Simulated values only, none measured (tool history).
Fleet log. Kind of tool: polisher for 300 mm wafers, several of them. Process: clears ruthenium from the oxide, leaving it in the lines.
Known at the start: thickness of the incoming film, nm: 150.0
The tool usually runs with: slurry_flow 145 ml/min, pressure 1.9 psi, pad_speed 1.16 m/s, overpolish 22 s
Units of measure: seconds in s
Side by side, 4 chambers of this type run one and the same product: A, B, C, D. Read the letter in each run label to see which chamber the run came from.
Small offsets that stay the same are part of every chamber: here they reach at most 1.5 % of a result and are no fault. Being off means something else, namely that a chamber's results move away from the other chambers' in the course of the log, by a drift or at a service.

| run | day | slurry_flow | pressure | pad_speed | overpolish | seconds |
|---|---|---|---|---|---|---|
|  | 0.338 | chamber D: worn pad replaced by a new one |
| 1D | 0.392 | 145 | 1.9 | 1.16 | 22 | 123.96 |
| 2A | 0.742 | 145 | 1.9 | 1.16 | 22 | 122.50 |
| 3B | 1.142 | 145 | 1.9 | 1.16 | 22 | 121.27 |
|  | 1.671 | chamber A: worn pad replaced by a new one |
| 4C | 1.775 | 145 | 1.9 | 1.16 | 22 | 126.52 |
|  | 1.825 | chamber C: worn pad replaced by a new one |
|  | 2.212 | chamber D: slurry nozzle cleaned |
| 5B | 2.292 | 145 | 1.9 | 1.16 | 22 | 125.59 |
| 6C | 2.762 | 145 | 1.9 | 1.16 | 22 | 125.28 |
| 7A | 3.075 | 145 | 1.9 | 1.16 | 22 | 126.74 |
|  | 3.529 | chamber B: worn pad replaced by a new one |
| 8D | 3.612 | 145 | 1.9 | 1.16 | 22 | 123.40 |
| 9A | 3.954 | 145 | 1.9 | 1.16 | 22 | 125.81 |
|  | 3.975 | chamber D: worn pad replaced by a new one |
| 10D | 4.612 | 145 | 1.9 | 1.16 | 22 | 120.15 |
|  | 4.779 | chamber C: worn pad replaced by a new one |
| 11B | 5.108 | 130 | 1.9 | 1.32 | 22 | 110.65 |
| 12C | 5.496 | 130 | 1.9 | 1.32 | 22 | 113.72 |
|  | 5.542 | chamber C: slurry nozzle cleaned |
| 13B | 5.829 | 130 | 1.9 | 1.32 | 22 | 116.03 |
|  | 6.042 | chamber A: worn pad replaced by a new one |
| 14A | 6.358 | 130 | 1.9 | 1.32 | 22 | 110.54 |
|  | 6.504 | chamber A: head pressure recalibrated |
| 15C | 6.950 | 145 | 1.9 | 1.16 | 22 | 126.39 |
| 16D | 7.438 | 145 | 1.6 | 0.84 | 22 | 203.61 |
|  | 7.442 | chamber D: worn pad replaced by a new one |
| 17B | 7.821 | 145 | 1.6 | 0.84 | 22 | 213.54 |
|  | 7.900 | chamber C: worn pad replaced by a new one |
|  | 8.046 | chamber A: slurry nozzle cleaned |
|  | 8.075 | chamber B: worn pad replaced by a new one |
| 18A | 8.483 | 145 | 1.6 | 0.84 | 22 | 199.20 |
|  | 8.600 | chamber D: head pressure recalibrated |
| 19D | 8.979 | 145 | 1.6 | 0.84 | 22 | 204.64 |
| 20C | 9.608 | 145 | 1.9 | 1.16 | 22 | 128.25 |
|  | 9.958 | chamber A: worn pad replaced by a new one |
| 21D | 10.208 | 145 | 1.9 | 1.16 | 22 | 123.51 |
| 22B | 10.567 | 145 | 1.9 | 1.16 | 22 | 131.35 |
|  | 10.829 | chamber C: worn pad replaced by a new one |
| 23C | 10.975 | 145 | 1.9 | 1.16 | 22 | 123.58 |
| 24A | 11.533 | 145 | 1.9 | 1.16 | 22 | 123.18 |
|  | 11.883 | chamber D: worn pad replaced by a new one |
| 25A | 11.954 | 145 | 1.9 | 1.16 | 22 | 124.71 |
|  | 12.096 | chamber B: worn pad replaced by a new one |
| 26C | 12.588 | 145 | 1.9 | 1.16 | 22 | 124.94 |
| 27B | 13.225 | 145 | 1.9 | 1.16 | 22 | 135.48 |
| 28D | 13.638 | 145 | 1.9 | 1.16 | 22 | 122.95 |
|  | 13.812 | chamber A: worn pad replaced by a new one |
| 29B | 13.954 | 145 | 1.9 | 1.16 | 22 | 134.98 |
| 30D | 14.429 | 145 | 1.9 | 1.16 | 22 | 125.61 |
|  | 14.433 | chamber C: worn pad replaced by a new one |
| 31C | 14.750 | 145 | 1.9 | 1.16 | 22 | 126.13 |
| 32A | 15.396 | 145 | 1.9 | 1.16 | 22 | 124.73 |
| 33B | 15.696 | 145 | 1.9 | 1.16 | 22 | 140.12 |
| 34A | 16.362 | 145 | 1.9 | 1.16 | 22 | 122.29 |
| 35C | 16.688 | 145 | 1.9 | 1.16 | 22 | 129.02 |

All 4 chambers run these settings next. Forecast each chamber's results:
| 36A | 17.171 | 145 | 1.9 | 1.16 | 22 | ? |
| 36B | 17.171 | 145 | 1.9 | 1.16 | 22 | ? |
| 36C | 17.171 | 145 | 1.9 | 1.16 | 22 | ? |
| 36D | 17.171 | 145 | 1.9 | 1.16 | 22 | ? |

| run | seconds |
|---|---|
| 36A | 124.45 |
| 36B | 143.36 |
| 36C | 127.89 |
| 36D | 125.25 |
